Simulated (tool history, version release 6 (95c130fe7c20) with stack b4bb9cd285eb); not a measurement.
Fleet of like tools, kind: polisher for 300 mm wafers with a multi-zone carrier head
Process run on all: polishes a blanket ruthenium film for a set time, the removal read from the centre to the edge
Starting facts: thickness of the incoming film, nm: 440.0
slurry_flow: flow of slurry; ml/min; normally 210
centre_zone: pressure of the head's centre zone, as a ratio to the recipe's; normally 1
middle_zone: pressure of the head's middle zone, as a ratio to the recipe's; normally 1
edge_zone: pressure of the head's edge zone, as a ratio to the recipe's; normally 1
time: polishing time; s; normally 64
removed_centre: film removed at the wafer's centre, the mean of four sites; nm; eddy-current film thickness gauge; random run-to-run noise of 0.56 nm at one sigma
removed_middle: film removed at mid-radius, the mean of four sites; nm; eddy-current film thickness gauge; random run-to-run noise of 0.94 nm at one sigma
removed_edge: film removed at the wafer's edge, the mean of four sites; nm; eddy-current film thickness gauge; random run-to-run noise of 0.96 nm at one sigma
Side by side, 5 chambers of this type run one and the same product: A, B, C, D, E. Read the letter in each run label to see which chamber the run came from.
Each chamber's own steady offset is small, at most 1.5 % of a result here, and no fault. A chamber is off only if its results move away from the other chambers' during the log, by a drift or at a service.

| run | day | slurry_flow | centre_zone | middle_zone | edge_zone | time | wafers polished on this pad | hours since the slurry nozzle was cleaned | hours since the centre zone pressure was calibrated | hours since the edge zone pressure was calibrated | removed_centre | removed_middle | removed_edge |
|---|---|---|---|---|---|---|---|---|---|---|---|---|---|
|  | 0.575 | chamber B: edge zone pressure recalibrated |
| 1D | 0.612 | 210 | 1 | 1 | 1 | 64 | 709 | 39.7 | 107.1 | 141.1 | 86.044 | 89.52 | 85.666 |
|  | 0.738 | chamber C: slurry nozzle cleaned |
| 2E | 1.142 | 210 | 1 | 1 | 1 | 64 | 425 | 52 | 664.8 | 810.1 | 87.971 | 88.369 | 88.379 |
| 3A | 1.6 | 210 | 1 | 1 | 1 | 64 | 324 | 382.5 | 196.4 | 224.7 | 89.22 | 90.519 | 87.657 |
| 4B | 1.917 | 210 | 1 | 1 | 1 | 64 | 370 | 285 | 923.6 | 32.2 | 88.097 | 88.817 | 88.783 |
| 5C | 2.25 | 210 | 1 | 1 | 1 | 64 | 462 | 36.3 | 263.9 | 319.4 | 87.241 | 90.05 | 87.225 |
| 6E | 2.792 | 210 | 1 | 1 | 1 | 64 | 708 | 91.6 | 704.4 | 849.7 | 87.487 | 87.985 | 89.692 |
|  | 3.121 | chamber C: worn pad replaced by a new one |
| 7B | 3.3 | 210 | 1 | 1 | 1 | 64 | 607 | 318.2 | 956.8 | 65.4 | 87.023 | 87.993 | 88.182 |
| 8D | 3.896 | 210 | 1 | 1 | 1 | 64 | 1272 | 118.5 | 185.9 | 219.9 | 87.353 | 89.776 | 88.976 |
|  | 4.167 | chamber B: worn pad replaced by a new one |
| 9C | 4.262 | 210 | 1 | 1 | 1 | 64 | 196 | 84.6 | 312.2 | 367.7 | 86.394 | 88.915 | 88.089 |
|  | 4.429 | chamber B: slurry nozzle cleaned |
| 10A | 4.654 | 210 | 1 | 1 | 1 | 64 | 848 | 455.8 | 269.7 | 298 | 87.926 | 87.451 | 88.467 |
|  | 5.104 | chamber E: worn pad replaced by a new one |
| 11D | 5.175 | 210 | 1 | 1 | 1 | 64 | 1492 | 149.2 | 216.6 | 250.6 | 86.558 | 86.274 | 89.147 |
| 12B | 5.721 | 210 | 1 | 1 | 1 | 64 | 266 | 31 | 1014.9 | 123.5 | 87.623 | 86.808 | 89.652 |
|  | 5.796 | chamber A: worn pad replaced by a new one |
|  | 5.983 | chamber E: centre zone pressure recalibrated |
| 13A | 6.046 | 210 | 1 | 1 | 1 | 64 | 43 | 489.2 | 303.1 | 331.4 | 88.312 | 88.353 | 87.982 |
|  | 6.296 | chamber B: centre zone pressure recalibrated |
| 14E | 6.596 | 210 | 1 | 1 | 1 | 64 | 256 | 182.9 | 14.8 | 941 | 89.064 | 89.016 | 88.916 |
|  | 6.817 | chamber C: worn pad replaced by a new one |
| 15C | 7.067 | 210 | 1 | 1 | 1 | 64 | 42 | 151.9 | 379.5 | 435 | 87.646 | 88.758 | 86.883 |
|  | 7.292 | chamber E: edge zone pressure recalibrated |
|  | 7.383 | chamber C: centre zone pressure recalibrated |
| 16E | 7.662 | 210 | 1 | 1 | 1 | 64 | 439 | 208.5 | 40.4 | 8.9 | 88.439 | 87.582 | 87.659 |
| 17A | 8.321 | 210 | 1 | 1.09 | 1 | 48 | 433 | 543.8 | 357.7 | 386 | 66.806 | 71.251 | 66.011 |
| 18B | 8.708 | 210 | 1 | 1.09 | 1 | 48 | 779 | 102.7 | 58 | 195.2 | 64.939 | 70.653 | 65.586 |
| 19C | 9.075 | 210 | 1 | 1.09 | 1 | 48 | 387 | 200.1 | 40.6 | 483.2 | 65.615 | 72.912 | 65.278 |
|  | 9.117 | chamber B: worn pad replaced by a new one |
| 20D | 9.404 | 210 | 1 | 1.09 | 1 | 48 | 2217 | 250.7 | 318.1 | 352.1 | 64.113 | 71.095 | 63.443 |
| 21C | 9.788 | 210 | 1 | 1.09 | 1 | 48 | 509 | 217.2 | 57.7 | 500.3 | 65.888 | 73.221 | 66.045 |
|  | 10.142 | chamber C: worn pad replaced by a new one |
| 22D | 10.283 | 210 | 1 | 1 | 1 | 64 | 2368 | 271.8 | 339.2 | 373.2 | 84.528 | 86.201 | 85.438 |
|  | 10.467 | chamber A: slurry nozzle cleaned |
|  | 10.475 | chamber E: worn pad replaced by a new one |
| 23B | 10.917 | 210 | 1 | 1 | 1 | 64 | 308 | 155.7 | 111 | 248.2 | 86.981 | 89.195 | 86.797 |
| 24E | 11.562 | 210 | 1 | 1 | 1 | 64 | 186 | 302.1 | 134 | 102.5 | 89.987 | 88.071 | 87.765 |
| 25A | 11.971 | 210 | 1 | 1 | 1.04 | 64 | 1059 | 36.2 | 445.3 | 473.6 | 87.945 | 87.826 | 90.107 |
| 26A | 12.333 | 210 | 1 | 1 | 1.04 | 64 | 1121 | 44.9 | 454 | 482.3 | 87.779 | 88.902 | 91.242 |
| 27E | 12.788 | 210 | 1 | 1 | 1.04 | 64 | 396 | 331.5 | 163.4 | 131.9 | 88.331 | 88.691 | 89.403 |
| 28D | 13.325 | 210 | 1 | 1 | 1.04 | 64 | 2890 | 344.8 | 412.2 | 446.2 | 84.304 | 87.605 | 87.306 |
|  | 13.392 | chamber C: worn pad replaced by a new one |
| 29C | 13.854 | 210 | 1 | 1 | 1.04 | 64 | 79 | 314.8 | 155.3 | 597.9 | 86.722 | 88.504 | 90.744 |
|  | 14.296 | chamber B: worn pad replaced by a new one |
| 30B | 14.379 | 210 | 1.11 | 1.06 | 1 | 64 | 14 | 238.8 | 194.1 | 331.3 | 99.322 | 91.353 | 87.691 |

All chambers now run identical settings, listed one chamber a line with results as question marks. What results will each chamber show?
| 31A | 14.854 | 210 | 1 | 1 | 1 | 64 |  |  |  |  | ? | ? | ? |
| 31B | 14.854 | 210 | 1 | 1 | 1 | 64 |  |  |  |  | ? | ? | ? |
| 31C | 14.854 | 210 | 1 | 1 | 1 | 64 |  |  |  |  | ? | ? | ? |
| 31D | 14.854 | 210 | 1 | 1 | 1 | 64 |  |  |  |  | ? | ? | ? |
| 31E | 14.854 | 210 | 1 | 1 | 1 | 64 |  |  |  |  | ? | ? | ? |

| run | removed_centre | removed_middle | removed_edge |
|---|---|---|---|
| 31A | 88.608 | 88.246 | 88.583 |
| 31B | 87.682 | 88.394 | 88.353 |
| 31C | 87.238 | 88.515 | 88.69 |
| 31D | 83.421 | 84.084 | 82.812 |
| 31E | 88.397 | 87.865 | 88.246 |
